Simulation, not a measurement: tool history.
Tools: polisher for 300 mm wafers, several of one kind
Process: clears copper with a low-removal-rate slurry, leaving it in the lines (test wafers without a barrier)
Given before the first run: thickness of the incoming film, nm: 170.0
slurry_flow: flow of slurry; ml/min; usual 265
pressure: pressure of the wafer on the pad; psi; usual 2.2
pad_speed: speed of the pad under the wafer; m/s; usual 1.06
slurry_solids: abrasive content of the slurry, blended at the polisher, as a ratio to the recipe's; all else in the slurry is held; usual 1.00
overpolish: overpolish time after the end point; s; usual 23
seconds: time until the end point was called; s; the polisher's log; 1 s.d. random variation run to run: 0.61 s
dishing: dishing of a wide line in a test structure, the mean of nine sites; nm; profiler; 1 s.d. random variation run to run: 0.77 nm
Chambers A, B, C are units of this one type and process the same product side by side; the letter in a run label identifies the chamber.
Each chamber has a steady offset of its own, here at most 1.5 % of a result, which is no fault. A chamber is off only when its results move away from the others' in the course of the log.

-- day=0.079 chamber B: worn pad replaced by a new one
run 1B day=0.158 | slurry_flow=265 pressure=2.2 pad_speed=1.06 slurry_solids=1.00 overpolish=23 | seconds=61.331 dishing=40.734
run 2A day=0.321 | slurry_flow=265 pressure=2.2 pad_speed=1.06 slurry_solids=1.00 overpolish=23 | seconds=61.424 dishing=40.098
run 3C day=0.512 | slurry_flow=265 pressure=2.2 pad_speed=1.06 slurry_solids=1.00 overpolish=23 | seconds=60.794 dishing=41.250
run 4B day=0.654 | slurry_flow=265 pressure=2.2 pad_speed=1.06 slurry_solids=1.00 overpolish=23 | seconds=62.014 dishing=40.617
run 5C day=0.883 | slurry_flow=265 pressure=2.2 pad_speed=1.06 slurry_solids=1.00 overpolish=23 | seconds=60.252 dishing=40.605
-- day=1.017 chamber B: head pressure recalibrated
run 6A day=1.038 | slurry_flow=265 pressure=2.2 pad_speed=1.06 slurry_solids=1.00 overpolish=23 | seconds=61.232 dishing=40.392
run 7C day=1.204 | slurry_flow=265 pressure=2.2 pad_speed=1.06 slurry_solids=1.00 overpolish=23 | seconds=61.097 dishing=39.926
run 8A day=1.358 | slurry_flow=265 pressure=2.2 pad_speed=1.06 slurry_solids=1.00 overpolish=23 | seconds=61.260 dishing=40.986
run 9B day=1.575 | slurry_flow=265 pressure=2.2 pad_speed=1.06 slurry_solids=1.00 overpolish=23 | seconds=63.512 dishing=39.015
run 10A day=1.683 | slurry_flow=265 pressure=2.2 pad_speed=1.06 slurry_solids=1.00 overpolish=23 | seconds=61.205 dishing=39.971
run 11B day=1.867 | slurry_flow=265 pressure=2.2 pad_speed=1.06 slurry_solids=1.00 overpolish=23 | seconds=61.213 dishing=40.268
run 12C day=1.967 | slurry_flow=265 pressure=2.2 pad_speed=1.06 slurry_solids=1.00 overpolish=23 | seconds=61.734 dishing=40.542
run 13B day=2.183 | slurry_flow=265 pressure=2.2 pad_speed=1.06 slurry_solids=1.00 overpolish=23 | seconds=62.719 dishing=40.922
run 14A day=2.283 | slurry_flow=230 pressure=2.2 pad_speed=1.06 slurry_solids=1.20 overpolish=23 | seconds=60.311 dishing=41.088
run 15C day=2.488 | slurry_flow=230 pressure=2.2 pad_speed=1.06 slurry_solids=1.20 overpolish=23 | seconds=60.055 dishing=40.926
-- day=2.512 chamber C: slurry nozzle cleaned
run 16A day=2.633 | slurry_flow=230 pressure=2.2 pad_speed=1.06 slurry_solids=1.20 overpolish=23 | seconds=60.043 dishing=40.562
run 17B day=2.762 | slurry_flow=230 pressure=2.2 pad_speed=1.06 slurry_solids=1.00 overpolish=23 | seconds=62.623 dishing=40.693
-- day=2.771 chamber A: worn pad replaced by a new one
run 18C day=2.962 | slurry_flow=230 pressure=2.2 pad_speed=1.06 slurry_solids=1.00 overpolish=23 | seconds=61.687 dishing=39.891
run 19A day=3.062 | slurry_flow=230 pressure=2.2 pad_speed=1.06 slurry_solids=1.00 overpolish=23 | seconds=62.792 dishing=41.234
run 20B day=3.192 | slurry_flow=265 pressure=2.2 pad_speed=1.06 slurry_solids=1.00 overpolish=23 | seconds=62.367 dishing=40.588
-- day=3.212 chamber B: slurry blender recalibrated
run 21C day=3.321 | slurry_flow=265 pressure=2.2 pad_speed=1.06 slurry_solids=1.00 overpolish=23 | seconds=61.668 dishing=40.120
run 22C day=3.475 | slurry_flow=265 pressure=2.2 pad_speed=1.28 slurry_solids=0.75 overpolish=23 | seconds=53.683 dishing=44.326
run 23B day=3.646 | slurry_flow=265 pressure=2.2 pad_speed=1.28 slurry_solids=0.75 overpolish=23 | seconds=54.794 dishing=43.740
run 24A day=3.821 | slurry_flow=265 pressure=2.2 pad_speed=1.28 slurry_solids=0.75 overpolish=23 | seconds=55.478 dishing=45.438
run 25B day=3.996 | slurry_flow=265 pressure=2.2 pad_speed=1.06 slurry_solids=1.00 overpolish=23 | seconds=62.137 dishing=40.744
run 26A day=4.183 | slurry_flow=265 pressure=2.2 pad_speed=1.06 slurry_solids=1.00 overpolish=18 | seconds=61.083 dishing=32.753
run 27C day=4.371 | slurry_flow=265 pressure=2.2 pad_speed=1.06 slurry_solids=1.00 overpolish=18 | seconds=59.650 dishing=32.998
run 28B day=4.542 | slurry_flow=265 pressure=2.2 pad_speed=1.06 slurry_solids=1.00 overpolish=18 | seconds=61.885 dishing=32.308
-- day=4.546 chamber C: head pressure recalibrated
run 29C day=4.671 | slurry_flow=265 pressure=2.2 pad_speed=1.06 slurry_solids=1.00 overpolish=23 | seconds=61.168 dishing=40.977
run 30A day=4.896 | slurry_flow=265 pressure=2.2 pad_speed=1.06 slurry_solids=1.00 overpolish=23 | seconds=62.106 dishing=40.133
run 31C day=5.046 | slurry_flow=265 pressure=2.2 pad_speed=1.06 slurry_solids=1.15 overpolish=23 | seconds=59.277 dishing=41.116
run 32A day=5.258 | slurry_flow=265 pressure=2.2 pad_speed=1.06 slurry_solids=1.15 overpolish=23 | seconds=59.932 dishing=40.908
run 33B day=5.442 | slurry_flow=265 pressure=2.2 pad_speed=1.06 slurry_solids=1.15 overpolish=23 | seconds=60.151 dishing=41.257
run 34B day=5.558 | slurry_flow=265 pressure=2.2 pad_speed=1.06 slurry_solids=1.00 overpolish=23 | seconds=61.656 dishing=39.617
run 35A day=5.788 | slurry_flow=265 pressure=2.2 pad_speed=1.06 slurry_solids=1.00 overpolish=23 | seconds=61.541 dishing=41.377
run 36C day=5.938 | slurry_flow=265 pressure=2.2 pad_speed=0.80 slurry_solids=1.00 overpolish=23 | seconds=79.725 dishing=32.999
run 37C day=6.117 | slurry_flow=265 pressure=2.2 pad_speed=0.80 slurry_solids=1.00 overpolish=23 | seconds=81.802 dishing=32.719

All chambers now run identical settings, listed one chamber a line with results as question marks. What results will each chamber show?
run 38A day=6.279 | slurry_flow=265 pressure=1.9 pad_speed=1.06 slurry_solids=1.00 overpolish=23 | seconds=? dishing=?
run 38B day=6.279 | slurry_flow=265 pressure=1.9 pad_speed=1.06 slurry_solids=1.00 overpolish=23 | seconds=? dishing=?
run 38C day=6.279 | slurry_flow=265 pressure=1.9 pad_speed=1.06 slurry_solids=1.00 overpolish=23 | seconds=? dishing=?

run=38A seconds=70.901 dishing=35.450
run=38B seconds=71.559 dishing=35.581
run=38C seconds=70.798 dishing=35.742
